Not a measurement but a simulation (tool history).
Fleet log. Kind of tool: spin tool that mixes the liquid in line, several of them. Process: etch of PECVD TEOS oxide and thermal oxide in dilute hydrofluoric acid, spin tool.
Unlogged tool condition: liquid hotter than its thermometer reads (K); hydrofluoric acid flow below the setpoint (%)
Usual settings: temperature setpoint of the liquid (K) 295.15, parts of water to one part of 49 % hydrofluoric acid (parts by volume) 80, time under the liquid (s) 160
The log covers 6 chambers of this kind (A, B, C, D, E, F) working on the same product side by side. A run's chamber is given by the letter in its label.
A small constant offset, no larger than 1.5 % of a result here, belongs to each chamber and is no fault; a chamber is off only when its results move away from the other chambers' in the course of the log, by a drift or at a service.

| run | hour | temperature setpoint of the liquid (K) | parts of water to one part of 49 % hydrofluoric acid (parts by volume) | time under the liquid (s) | hours since the thermometer was replaced | hours since the hydrofluoric acid flow meter was replaced | read-back film thickness of the PECVD TEOS oxide reference wafer, read on the same gauge (nm) | read-back film thickness of the thermal oxide reference wafer, read on the same gauge (nm) | thickness taken off the PECVD TEOS oxide on a monitor wafer (Å) | thickness taken off the thermal oxide on a monitor wafer (Å) |
|---|---|---|---|---|---|---|---|---|---|---|
| 1C | 14.1 | 295.15 | 80 | 160 | 60 | 1166.1 | 50.01 | 69.993 | 320.79 | 87.262 |
| 2D | 30.2 | 295.15 | 80 | 160 | 336.3 | 435.6 | 50.01 | 70.041 | 318.55 | 88.536 |
| 3F | 38.9 | 295.15 | 80 | 160 | 2183.1 | 380.4 | 50.026 | 70.009 | 318.83 | 88.901 |
| 4A | 46.3 | 295.15 | 80 | 160 | 1537.5 | 1907.2 | 49.969 | 69.994 | 323.55 | 87.39 |
| 5E | 54.3 | 295.15 | 80 | 160 | 1111.8 | 1847.7 | 49.986 | 69.989 | 317.6 | 87.362 |
| 6B | 61.8 | 291.15 | 80 | 85 | 472.1 | 715.2 | 50.015 | 69.972 | 145.75 | 39.341 |
|  | 69.3 | chamber E: hydrofluoric acid flow meter replaced |
| 7F | 71.1 | 291.15 | 80 | 85 | 2215.3 | 412.6 | 50.009 | 69.973 | 144.89 | 39.416 |
| 8B | 83.1 | 291.15 | 80 | 85 | 493.4 | 736.5 | 49.997 | 70.008 | 142.7 | 39.787 |
| 9A | 94.5 | 291.15 | 80 | 85 | 1585.7 | 1955.4 | 50.028 | 69.996 | 146.64 | 38.531 |
| 10C | 107.2 | 291.15 | 80 | 85 | 153.1 | 1259.2 | 50.013 | 69.996 | 143.61 | 39.255 |
| 11E | 120.2 | 291.15 | 80 | 85 | 1177.7 | 51 | 49.974 | 70.021 | 144.68 | 39.808 |
| 12D | 132.2 | 295.15 | 80 | 160 | 438.3 | 537.6 | 49.941 | 70.023 | 327.05 | 85.55 |
|  | 136.4 | chamber A: hydrofluoric acid flow meter replaced |
| 13F | 143.4 | 295.15 | 80 | 160 | 2287.6 | 484.9 | 49.956 | 69.986 | 319.68 | 86.496 |
| 14E | 156.9 | 295.15 | 80 | 160 | 1214.4 | 87.7 | 50.026 | 70.002 | 320.56 | 88.274 |
| 15B | 172.9 | 295.15 | 80 | 160 | 583.2 | 826.3 | 50.021 | 70.021 | 323.93 | 86.875 |
| 16D | 184.9 | 295.15 | 80 | 160 | 491 | 590.3 | 49.947 | 70.015 | 321.85 | 86.292 |
| 17A | 193 | 295.15 | 80 | 160 | 1684.2 | 56.7 | 50.01 | 70.007 | 325.25 | 85.948 |
| 18C | 203.6 | 295.15 | 80 | 160 | 249.5 | 1355.6 | 50.013 | 69.99 | 322.05 | 86.44 |
| 19B | 211.6 | 297.15 | 80 | 220 | 621.9 | 865 | 50.027 | 70.018 | 482.58 | 129.17 |
|  | 212.4 | chamber E: thermometer replaced |
| 20F | 226.2 | 297.15 | 80 | 220 | 2370.4 | 567.7 | 49.965 | 69.992 | 479.16 | 130.43 |
| 21A | 233.2 | 297.15 | 80 | 220 | 1724.4 | 96.9 | 50.033 | 69.974 | 478.52 | 129.35 |
| 22D | 241.2 | 297.15 | 80 | 220 | 547.3 | 646.6 | 50.046 | 70.018 | 485.45 | 130.2 |
| 23C | 252.5 | 297.15 | 80 | 220 | 298.4 | 1404.5 | 50.033 | 69.997 | 475.09 | 129.61 |
| 24E | 268 | 297.15 | 80 | 220 | 55.7 | 198.8 | 50.045 | 70.019 | 486.87 | 131.8 |
| 25B | 280.7 | 295.15 | 80 | 160 | 691 | 934.1 | 49.97 | 70.031 | 324.46 | 87.261 |
| 26F | 289.7 | 295.15 | 80 | 160 | 2433.9 | 631.2 | 49.992 | 69.996 | 321.13 | 89.036 |
| 27E | 305.3 | 295.15 | 80 | 115 | 93 | 236.1 | 49.99 | 69.976 | 229.63 | 64.295 |
| 28D | 312.6 | 295.15 | 80 | 115 | 618.7 | 718 | 50.032 | 70.006 | 233.06 | 62.358 |
| 29A | 327.2 | 295.15 | 80 | 115 | 1818.4 | 190.9 | 49.988 | 70.041 | 233.4 | 63.125 |
| 30C | 335.5 | 295.15 | 80 | 115 | 381.4 | 1487.5 | 49.98 | 69.981 | 232.68 | 63.796 |
| 31C | 345.2 | 295.15 | 80 | 115 | 391.1 | 1497.2 | 49.999 | 70.018 | 232.46 | 62.728 |
|  | 347.9 | chamber F: hydrofluoric acid flow meter replaced |
| 32B | 357.7 | 295.15 | 80 | 115 | 768 | 1011.1 | 49.945 | 70.005 | 232.11 | 62.634 |
| 33D | 368.1 | 295.15 | 80 | 160 | 674.2 | 773.5 | 49.988 | 70.016 | 323.98 | 88.054 |
| 34E | 378.3 | 295.15 | 80 | 160 | 166 | 309.1 | 49.988 | 70.018 | 321.34 | 88.421 |
| 35A | 389.2 | 295.15 | 80 | 160 | 1880.4 | 252.9 | 50.036 | 69.983 | 319.88 | 85.804 |
| 36F | 398.8 | 295.15 | 80 | 160 | 2543 | 51 | 49.98 | 70.023 | 325.76 | 88.059 |

Does one chamber stand apart from the rest, does the shared gauge drift, or is all well apart from small per-chamber offsets? Give the chamber and the most likely cause, where there is one.

No chamber stands off beyond its own small offset, and the gauge holds steady.

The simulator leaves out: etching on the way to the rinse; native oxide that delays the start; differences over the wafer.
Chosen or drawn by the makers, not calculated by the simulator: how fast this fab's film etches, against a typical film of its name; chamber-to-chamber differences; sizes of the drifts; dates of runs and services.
